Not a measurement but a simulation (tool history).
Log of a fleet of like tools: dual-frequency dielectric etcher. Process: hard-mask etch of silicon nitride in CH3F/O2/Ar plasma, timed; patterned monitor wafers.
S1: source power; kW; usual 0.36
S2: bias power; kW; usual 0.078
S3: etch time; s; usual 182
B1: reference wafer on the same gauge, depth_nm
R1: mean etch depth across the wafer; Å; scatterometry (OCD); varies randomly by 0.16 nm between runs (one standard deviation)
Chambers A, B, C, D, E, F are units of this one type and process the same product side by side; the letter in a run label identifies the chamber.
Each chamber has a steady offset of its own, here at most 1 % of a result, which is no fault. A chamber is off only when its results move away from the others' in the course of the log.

run,day,S1,S2,S3,B1,R1
1B,0.321,0.36,0.078,182,128.99,1252.8
2D,0.733,0.36,0.078,182,129.04,1258.7
3A,1.329,0.36,0.078,182,129.05,1256.6
4E,1.958,0.36,0.078,182,129.04,1259.1
5C,2.342,0.36,0.078,182,129.08,1259
# day 2.671: chamber D: wet clean of the chamber
6F,2.838,0.36,0.078,182,129.12,1249.4
7D,3.146,0.36,0.078,182,129.07,1258.3
8C,3.642,0.36,0.078,182,129.11,1258
# day 3.875: chamber A: wet clean of the chamber
9A,4.254,0.36,0.078,182,129.18,1257.2
10F,4.65,0.36,0.078,182,129.17,1251
11B,5.196,0.36,0.078,182,129.12,1257.4
12E,5.604,0.36,0.078,182,129.16,1260.7
# day 5.792: chamber B: wet clean of the chamber
13F,6.05,0.36,0.078,182,129.16,1248
14C,6.35,0.36,0.078,182,129.19,1259.7
# day 6.692: chamber E: source power generator calibrated
15E,6.888,0.36,0.078,182,129.22,1256.7
16A,7.271,0.36,0.078,182,129.24,1258.8
# day 7.842: chamber F: bias power generator calibrated
17B,7.9,0.36,0.078,182,129.27,1255.7
18D,8.492,0.36,0.078,182,129.26,1258.2
# day 8.721: chamber C: wet clean of the chamber
19A,9.033,0.36,0.078,182,129.33,1257.8
# day 9.175: chamber B: bias power generator calibrated
20E,9.667,0.36,0.078,182,129.31,1256.4
21D,10.108,0.36,0.078,182,129.33,1260.4
22B,10.429,0.36,0.078,182,129.37,1258.7
# day 10.683: chamber B: source power generator calibrated
23F,10.862,0.36,0.078,182,129.33,1248.4
24C,11.258,0.4,0.097,182,129.4,1418.6
25C,11.558,0.4,0.097,182,129.39,1420.5
26F,12.054,0.4,0.097,182,129.4,1404.4
27B,12.654,0.4,0.097,182,129.4,1414.8
28A,13.183,0.4,0.097,182,129.43,1417.3
29D,13.471,0.4,0.097,182,129.47,1420.3
30E,14.108,0.36,0.078,182,129.49,1262.3
31A,14.483,0.36,0.078,182,129.51,1259
32F,14.988,0.36,0.078,130.5,129.48,896.53
33C,15.388,0.36,0.078,130.5,129.5,902.14
34B,15.996,0.36,0.078,130.5,129.52,900.76
35D,16.504,0.36,0.078,130.5,129.54,904.9
36E,17.038,0.36,0.078,130.5,129.57,905.13
37B,17.467,0.36,0.078,130.5,129.52,903.24
38E,17.846,0.36,0.078,182,129.56,1266.2
39A,18.383,0.36,0.078,182,129.63,1259.8
40F,18.746,0.36,0.078,182,129.62,1253.3
41C,19.154,0.36,0.078,182,129.6,1263
42D,19.796,0.36,0.078,182,129.68,1264.6
43A,20.3,0.36,0.078,182,129.7,1261.4

Does one chamber stand apart from the rest, does the shared gauge drift, or is all well apart from small per-chamber offsets? Give the chamber and the most likely cause, where there is one.

Gauge drift. The chambers move together only on paper, and none stands off.
Most likely cause: gauge reads high (%) = 0.525.
